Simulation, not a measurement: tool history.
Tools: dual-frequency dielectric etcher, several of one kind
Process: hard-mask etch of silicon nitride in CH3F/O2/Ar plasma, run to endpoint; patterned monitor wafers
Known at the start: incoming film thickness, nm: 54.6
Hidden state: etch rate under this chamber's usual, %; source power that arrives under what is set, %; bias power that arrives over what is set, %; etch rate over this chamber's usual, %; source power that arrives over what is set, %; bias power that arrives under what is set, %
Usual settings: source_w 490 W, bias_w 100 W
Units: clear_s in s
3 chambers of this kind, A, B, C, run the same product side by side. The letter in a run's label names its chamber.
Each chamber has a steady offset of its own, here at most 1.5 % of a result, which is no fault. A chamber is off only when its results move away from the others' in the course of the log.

run   hour  source_w  bias_w  hours since the last wet clean  hours since the last source power generator calibration  hours since the last bias power generator calibration  clear_s
 1B    6.9       490     100                           284.6                                                    696.2                                                 3438.9   65.515
 2C   13.5       490     100                           352.7                                                      175                                                   3059   63.992
 3A   16.6       490     100                           274.2                                                   2339.6                                                 2294.5    65.71
 4C   19.9       490     100                           359.1                                                    181.4                                                 3065.4   64.553
 5A   24.3       440      86                           281.9                                                   2347.3                                                 2302.2   71.384
 6B   27.3       440      86                             305                                                    716.6                                                 3459.3   72.406
 7B   32.7       440      86                           310.4                                                      722                                                 3464.7   71.795
 8C   36.5       490     100                           375.7                                                      198                                                   3082   64.381
 9A   42.3       550     100                           299.9                                                   2365.3                                                 2320.2   62.257
10C     48       550     100                           387.2                                                    209.5                                                 3093.5   61.601
11B   54.8       550     100                           332.5                                                    744.1                                                 3486.8   62.878
12A   59.2       490     100                           316.8                                                   2382.2                                                 2337.1   65.172
13C   63.1       490     100                           402.3                                                    224.6                                                 3108.6    64.92
14B   66.6       490     100                           344.3                                                    755.9                                                 3498.6   65.803
15A   70.9       490     100                           328.5                                                   2393.9                                                 2348.8   65.649
16C   77.4       490     100                           416.6                                                    238.9                                                 3122.9   64.425
17B   80.4       490     100                           358.1                                                    769.7                                                 3512.4   66.077
18A   86.7       490     100                           344.3                                                   2409.7                                                 2364.6   66.497
19A   92.6       490     100                           350.2                                                   2415.6                                                 2370.5   66.927
20C     99       490     100                           438.2                                                    260.5                                                 3144.5   63.751
21B    104       440     100                           381.7                                                    793.3                                                   3536   68.742
22B  107.6       440     100                           385.3                                                    796.9                                                 3539.6   68.737
23C  113.9       440     100                           453.1                                                    275.4                                                 3159.4   66.779
24A  119.4       490     117                             377                                                   2442.4                                                 2397.3   63.531
25B  122.7       490     117                           400.4                                                      812                                                 3554.7   61.803
26C  128.1       490     117                           467.3                                                    289.6                                                 3173.6   61.015
27A  133.3       440     112                           390.9                                                   2456.3                                                 2411.2   67.816
28C    139       440     112                           478.2                                                    300.5                                                 3184.5   64.703
29B  142.3       440     112                             420                                                    831.6                                                 3574.3   65.492
30A  149.1       490     100                           406.7                                                   2472.1                                                   2427   69.534
31C  154.2       490     100                           493.4                                                    315.7                                                 3199.7   64.026

Is one chamber off against the others, does the gauge drift, or is nothing wrong? If a chamber is off, say which, and what the likeliest cause is.

Chamber A drifts away from the others.
Cause: etch rate under this chamber's usual, % = 5.55.

Here are 4 candidates for chamber A's next run, each the usual settings with a change, their results left as question marks. Which one brings its results back in line with what the others give on the usual settings?
In line means no further than this from the other chambers' mean on the usual settings: clear_s 0.98 s
32A-1  159.1       500     103                                                                                                                                                        ?
32A-2  159.1       450      92                                                                                                                                                        ?
32A-3  159.1       490     117                                                                                                                                                        ?
32A-4  159.1       460     100                                                                                                                                                        ?

The other chambers' mean on the usual settings: clear_s 65.056 s
  run  clear_s
32A-1   68.019
32A-2   73.603
32A-3   65.429
32A-4   70.881
32A-3 brings the chamber back in line.

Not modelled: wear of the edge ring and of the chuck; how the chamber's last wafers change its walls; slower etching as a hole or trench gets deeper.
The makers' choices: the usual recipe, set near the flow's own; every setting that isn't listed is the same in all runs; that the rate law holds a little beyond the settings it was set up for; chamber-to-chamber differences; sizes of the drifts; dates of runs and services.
